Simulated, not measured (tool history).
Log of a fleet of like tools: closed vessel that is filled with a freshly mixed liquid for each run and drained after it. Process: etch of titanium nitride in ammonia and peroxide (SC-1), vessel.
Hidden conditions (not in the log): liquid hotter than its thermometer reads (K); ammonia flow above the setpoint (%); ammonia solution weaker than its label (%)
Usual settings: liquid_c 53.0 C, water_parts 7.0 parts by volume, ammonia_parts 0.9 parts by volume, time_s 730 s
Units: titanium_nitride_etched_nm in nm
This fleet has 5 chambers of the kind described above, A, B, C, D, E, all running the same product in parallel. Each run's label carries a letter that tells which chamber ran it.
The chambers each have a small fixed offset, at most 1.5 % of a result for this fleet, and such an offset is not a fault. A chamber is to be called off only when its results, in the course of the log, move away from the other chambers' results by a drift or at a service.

run   hour  liquid_c  water_parts  ammonia_parts  time_s  hours since the thermometer was replaced  hours since the ammonia flow meter was replaced  hours since the drum of ammonia solution was connected  read-back film thickness of the titanium nitride reference wafer, read on the same gauge (nm)  titanium_nitride_etched_nm
 1D    6.5      53.0          7.0            0.9     730                                     673.8                                            181.7                                                   223.5                                                                                         60.015                      52.583
       8.1  -- chamber D: thermometer replaced
 2E   12.2      53.0          7.0            0.9     730                                     397.4                                            244.6                                                   574.2                                                                                         60.018                      52.669
 3C   18.5      53.0          7.0            0.9     730                                     543.0                                            797.5                                                   114.8                                                                                         59.994                      53.631
 4A   28.9      53.0          7.0            0.9     730                                     398.1                                           1268.8                                                   334.7                                                                                         59.986                      53.263
 5B   36.6      44.0          7.0            0.7     730                                     613.2                                            386.6                                                   612.3                                                                                         59.991                      27.561
 6E   45.6      44.0          7.0            0.7     730                                     430.8                                            278.0                                                   607.6                                                                                         60.034                      27.224
 7C   55.1      44.0          7.0            0.7     730                                     579.6                                            834.1                                                   151.4                                                                                         60.019                      26.941
 8D   63.6      44.0          7.0            0.7     730                                      55.6                                            238.8                                                   280.6                                                                                         59.983                      27.255
 9A   71.6      44.0          7.0            0.7     730                                     440.8                                           1311.5                                                   377.4                                                                                         59.986                      27.111
10B   79.5      46.5          7.0            1.2     730                                     656.1                                            429.5                                                   655.2                                                                                         60.031                      35.287
11C   89.9      46.5          7.0            1.2     730                                     614.4                                            868.9                                                   186.2                                                                                         60.039                      34.919
12A   96.0      46.5          7.0            1.2     730                                     465.2                                           1335.9                                                   401.8                                                                                         59.993                      35.017
13E  103.7      46.5          7.0            1.2     730                                     488.9                                            336.1                                                   665.7                                                                                         60.005                      35.416
14D  111.0      46.5          7.0            1.2     730                                     103.0                                            286.2                                                   328.0                                                                                         59.987                      35.021
15B  121.0      53.0          7.0            0.9     730                                     697.6                                            471.0                                                   696.7                                                                                         60.000                      53.284
16B  130.7      53.0          7.0            0.9     730                                     707.3                                            480.7                                                   706.4                                                                                         60.036                      51.921
17E  135.8      53.0          7.0            0.9     730                                     521.0                                            368.2                                                   697.8                                                                                         59.986                      53.787
18C  147.0      53.0          7.0            0.9     730                                     671.5                                            926.0                                                   243.3                                                                                         60.022                      53.508
19A  157.5      53.0          7.0            0.9     570                                     526.7                                           1397.4                                                   463.3                                                                                         59.960                      42.809
     162.6  -- chamber A: ammonia flow meter replaced
20D  164.3      53.0          7.0            0.9     570                                     156.3                                            339.5                                                   381.3                                                                                         59.978                      41.219
     165.5  -- chamber A: new drum of ammonia solution connected
21D  175.0      53.0          7.0            0.9     570                                     167.0                                            350.2                                                   392.0                                                                                         60.009                      40.621
22A  183.7      53.0          7.0            0.9     570                                     552.9                                             21.1                                                    18.2                                                                                         59.997                      42.895
23C  188.9      53.0          7.0            0.9     570                                     713.4                                            967.9                                                   285.2                                                                                         59.989                      41.271
24E  198.9      53.0          7.0            0.9     730                                     584.1                                            431.3                                                   760.9                                                                                         60.017                      53.567
25B  206.9      53.0          7.0            0.9     730                                     783.5                                            556.9                                                   782.6                                                                                         60.001                      52.608
26C  216.4      53.0          7.0            0.9     730                                     740.9                                            995.4                                                   312.7                                                                                         60.012                      53.009
27B  223.3      53.0          7.0            0.9     730                                     799.9                                            573.3                                                   799.0                                                                                         59.969                      52.260
28A  228.5      53.0          7.0            0.9     730                                     597.7                                             65.9                                                    63.0                                                                                         60.000                      55.699
29D  236.2      53.0          7.0            0.9     730                                     228.2                                            411.4                                                   453.2                                                                                         59.960                      53.338
30E  241.5      53.0          7.0            0.9     730                                     626.7                                            473.9                                                   803.5                                                                                         59.994                      53.732
31E  249.9      53.0          7.0            0.9     730                                     635.1                                            482.3                                                   811.9                                                                                         60.002                      53.071
32D  258.8      53.0          7.0            0.9     730                                     250.8                                            434.0                                                   475.8                                                                                         59.959                      52.189
33A  267.4      53.0          7.0            1.2     730                                     636.6                                            104.8                                                   101.9                                                                                         59.975                      58.462
34B  278.4      53.0          7.0            1.2     730                                     855.0                                            628.4                                                   854.1                                                                                         60.023                      54.849
35C  283.4      53.0          7.0            1.2     730                                     807.9                                           1062.4                                                   379.7                                                                                         59.975                      54.408
36E  289.2      53.0          7.0            1.2     730                                     674.4                                            521.6                                                   851.2                                                                                         59.966                      54.734
37B  294.6      53.0          7.0            1.2     730                                     871.2                                            644.6                                                   870.3                                                                                         60.059                      54.466
38D  301.2      53.0          7.0            0.9     730                                     293.2                                            476.4                                                   518.2                                                                                         60.009                      53.251
39C  308.2      53.0          7.0            0.9     730                                     832.7                                           1087.2                                                   404.5                                                                                         60.005                      52.667
40A  317.5      53.0          7.0            0.9     730                                     686.7                                            154.9                                                   152.0                                                                                         59.995                      57.268
41D  323.3      57.5          8.5            0.9     730                                     315.3                                            498.5                                                   540.3                                                                                         60.012                      64.753
     330.4  -- chamber B: ammonia flow meter replaced
42B  332.9      57.5          8.5            0.9     730                                     909.5                                              2.5                                                   908.6                                                                                         59.987                      64.083
43C  339.4      57.5          8.5            0.9     730                                     863.9                                           1118.4                                                   435.7                                                                                         60.005                      64.716
44A  346.7      57.5          8.5            0.9     730                                     715.9                                            184.1                                                   181.2                                                                                         59.993                      70.661

Read the log: is a single chamber off, either drifting away or since a service, is the gauge that measures every chamber drifting, or is nothing wrong beyond small per-chamber offsets? Name any odd chamber and what most likely caused it.

Little by little, chamber A moves away from the other chambers.
What lies behind it: liquid hotter than its thermometer reads (K) = 1.29.

Below are 4 candidate recipes for chamber A's next run, each the usual settings with a change, their results shown as question marks. Which of them brings A's results back in line with what the other chambers give on the usual settings?
In line means no further than this from the other chambers' mean on the usual settings: titanium_nitride_etched_nm 1.900 nm
45A-1  354.7      53.0          7.0           0.75     730                                                                                                                                                                                                                                                                             ?
45A-2  354.7      53.0          7.0           0.90     795                                                                                                                                                                                                                                                                             ?
45A-3  354.7      53.0          7.0           0.90     740                                                                                                                                                                                                                                                                             ?
45A-4  354.7      52.5          7.0           0.90     700                                                                                                                                                                                                                                                                             ?

The mean the other chambers reach with the usual settings: titanium_nitride_etched_nm 52.991 nm
  run  titanium_nitride_etched_nm
45A-1                      56.553
45A-2                      63.234
45A-3                      58.859
45A-4                      53.817
Change 45A-4 lands the chamber within the allowed miss of the other chambers.

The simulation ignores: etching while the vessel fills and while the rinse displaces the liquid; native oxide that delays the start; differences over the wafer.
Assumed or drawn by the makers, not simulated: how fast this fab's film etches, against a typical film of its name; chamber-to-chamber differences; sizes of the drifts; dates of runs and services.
